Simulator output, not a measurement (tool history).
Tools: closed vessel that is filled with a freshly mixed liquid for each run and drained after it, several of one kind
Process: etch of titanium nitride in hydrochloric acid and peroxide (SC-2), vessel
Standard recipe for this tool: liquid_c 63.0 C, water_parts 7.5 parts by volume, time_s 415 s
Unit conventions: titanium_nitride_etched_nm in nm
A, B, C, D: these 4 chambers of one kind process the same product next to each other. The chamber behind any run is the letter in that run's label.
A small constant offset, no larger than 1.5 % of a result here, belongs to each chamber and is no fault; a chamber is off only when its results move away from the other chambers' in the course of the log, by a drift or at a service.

| run | hour | liquid_c | water_parts | time_s | hours since the thermometer was replaced | hours since the chemicals flow meter was replaced | hours since the drum of peroxide was connected | read-back film thickness of the titanium nitride reference wafer, read on the same gauge (nm) | titanium_nitride_etched_nm |
|---|---|---|---|---|---|---|---|---|---|
| 1B | 6.8 | 63.0 | 7.5 | 415 | 808.5 | 110.5 | 218.9 | 139.98 | 39.182 |
| 2C | 12.7 | 63.0 | 7.5 | 415 | 350.9 | 790.6 | 430.4 | 139.99 | 39.520 |
| 3A | 19.8 | 63.0 | 7.5 | 415 | 230.5 | 1201.9 | 596.0 | 139.99 | 40.066 |
| 4D | 28.6 | 63.0 | 7.5 | 415 | 951.2 | 136.1 | 119.4 | 139.99 | 39.431 |
| 5D | 38.8 | 63.0 | 7.5 | 415 | 961.4 | 146.3 | 129.6 | 139.98 | 39.484 |
| 6C | 47.1 | 63.0 | 7.5 | 415 | 385.3 | 825.0 | 464.8 | 140.01 | 39.744 |
| 7A | 54.7 | 68.5 | 7.5 | 415 | 265.4 | 1236.8 | 630.9 | 139.97 | 56.240 |
| 8B | 62.5 | 68.5 | 7.5 | 415 | 864.2 | 166.2 | 274.6 | 139.99 | 55.136 |
| 9A | 68.4 | 68.5 | 7.5 | 415 | 279.1 | 1250.5 | 644.6 | 140.02 | 56.032 |
| 10B | 76.1 | 68.5 | 7.5 | 415 | 877.8 | 179.8 | 288.2 | 139.99 | 54.639 |
| 11C | 82.1 | 63.0 | 7.5 | 415 | 420.3 | 860.0 | 499.8 | 140.01 | 40.273 |
| 12D | 88.6 | 63.0 | 7.5 | 415 | 1011.2 | 196.1 | 179.4 | 140.00 | 38.925 |
| 13B | 96.8 | 63.0 | 7.5 | 415 | 898.5 | 200.5 | 308.9 | 139.97 | 39.231 |
| 14A | 103.6 | 63.0 | 7.5 | 415 | 314.3 | 1285.7 | 679.8 | 140.01 | 39.686 |
| 15D | 111.3 | 63.0 | 7.5 | 415 | 1033.9 | 218.8 | 202.1 | 139.99 | 39.381 |
| 16C | 118.0 | 63.0 | 7.5 | 415 | 456.2 | 895.9 | 535.7 | 140.00 | 39.450 |
| 17B | 123.8 | 63.0 | 7.5 | 415 | 925.5 | 227.5 | 335.9 | 140.01 | 38.766 |
| 18D | 131.8 | 63.0 | 7.5 | 415 | 1054.4 | 239.3 | 222.6 | 140.00 | 39.053 |
| 19A | 141.4 | 63.0 | 7.5 | 415 | 352.1 | 1323.5 | 717.6 | 140.00 | 39.639 |
| 20C | 150.7 | 63.0 | 7.5 | 415 | 488.9 | 928.6 | 568.4 | 140.02 | 39.584 |
| 21B | 155.4 | 63.0 | 7.5 | 415 | 957.1 | 259.1 | 367.5 | 140.00 | 38.736 |
| 22C | 163.5 | 63.0 | 7.5 | 415 | 501.7 | 941.4 | 581.2 | 139.99 | 39.545 |
| 23D | 171.2 | 63.0 | 7.5 | 415 | 1093.8 | 278.7 | 262.0 | 140.00 | 39.421 |
| 24A | 179.3 | 63.0 | 7.5 | 415 | 390.0 | 1361.4 | 755.5 | 139.99 | 39.515 |
|  | 186.0 | chamber B: thermometer replaced |
| 25D | 187.8 | 68.5 | 7.5 | 585 | 1110.4 | 295.3 | 278.6 | 139.99 | 77.830 |
| 26A | 197.3 | 68.5 | 7.5 | 585 | 408.0 | 1379.4 | 773.5 | 140.04 | 78.825 |
| 27B | 204.6 | 68.5 | 7.5 | 585 | 18.7 | 308.3 | 416.7 | 140.00 | 75.412 |
| 28C | 213.3 | 68.5 | 7.5 | 585 | 551.5 | 991.2 | 631.0 | 140.03 | 78.213 |
| 29D | 219.4 | 63.0 | 7.5 | 415 | 1142.0 | 326.9 | 310.2 | 140.01 | 38.993 |
| 30A | 226.6 | 63.0 | 7.5 | 415 | 437.3 | 1408.7 | 802.8 | 139.99 | 39.611 |
| 31B | 232.5 | 63.0 | 7.5 | 415 | 46.6 | 336.2 | 444.6 | 140.00 | 38.006 |
| 32C | 241.9 | 63.0 | 7.5 | 415 | 580.1 | 1019.8 | 659.6 | 140.02 | 39.779 |
| 33C | 250.9 | 63.0 | 7.5 | 415 | 589.1 | 1028.8 | 668.6 | 140.02 | 40.200 |
| 34A | 258.2 | 63.0 | 7.5 | 415 | 468.9 | 1440.3 | 834.4 | 140.03 | 39.606 |
| 35B | 264.5 | 63.0 | 7.5 | 415 | 78.6 | 368.2 | 476.6 | 139.98 | 37.425 |
| 36D | 271.4 | 63.0 | 7.5 | 415 | 1194.0 | 378.9 | 362.2 | 139.99 | 39.014 |
| 37B | 276.8 | 63.0 | 7.5 | 415 | 90.9 | 380.5 | 488.9 | 140.02 | 37.057 |
| 38D | 282.1 | 63.0 | 7.5 | 415 | 1204.7 | 389.6 | 372.9 | 139.99 | 39.191 |
| 39C | 286.6 | 63.0 | 7.5 | 415 | 624.8 | 1064.5 | 704.3 | 140.03 | 39.547 |
| 40A | 291.5 | 63.0 | 7.5 | 415 | 502.2 | 1473.6 | 867.7 | 140.00 | 39.750 |
|  | 295.4 | chamber D: new drum of peroxide connected |
| 41C | 297.2 | 63.0 | 7.5 | 415 | 635.4 | 1075.1 | 714.9 | 140.02 | 40.116 |
| 42B | 306.5 | 63.0 | 7.5 | 415 | 120.6 | 410.2 | 518.6 | 139.98 | 36.785 |
| 43A | 312.7 | 63.0 | 7.5 | 415 | 523.4 | 1494.8 | 888.9 | 140.01 | 39.690 |
| 44D | 319.1 | 63.0 | 6.5 | 415 | 1241.7 | 426.6 | 23.7 | 140.02 | 44.055 |

Decide between three cases: one chamber stands off from its peers, the gauge reading all wafers drifts, or nothing is wrong past each chamber's small offset. Where a chamber is off, say which and what most likely put it there.

Chamber B drifts away from the others.
Likeliest cause: peroxide weaker than its label (%) = 7.64.
Not necessarily distinguishable in this log from: chemicals flow below the setpoint (%).

Below are 4 candidate recipes for chamber B's next run, each the usual settings with a change, their results shown as question marks. Which of them brings B's results back in line with what the other chambers give on the usual settings?
Counts as in line when no further than this from what the other chambers average on the usual settings: titanium_nitride_etched_nm 0.730 nm
| 45B-1 | 326.5 | 63.5 | 7.5 | 435 |  |  |  |  | ? |
| 45B-2 | 326.5 | 61.5 | 8.0 | 415 |  |  |  |  | ? |
| 45B-3 | 326.5 | 64.5 | 7.0 | 415 |  |  |  |  | ? |
| 45B-4 | 326.5 | 62.5 | 7.5 | 395 |  |  |  |  | ? |

Other chambers, usual settings, mean: titanium_nitride_etched_nm 39.624 nm
| run | titanium_nitride_etched_nm |
|---|---|
| 45B-1 | 39.403 |
| 45B-2 | 31.484 |
| 45B-3 | 42.238 |
| 45B-4 | 33.600 |
The answer is 45B-1, which returns the chamber to within the allowed miss of the others.
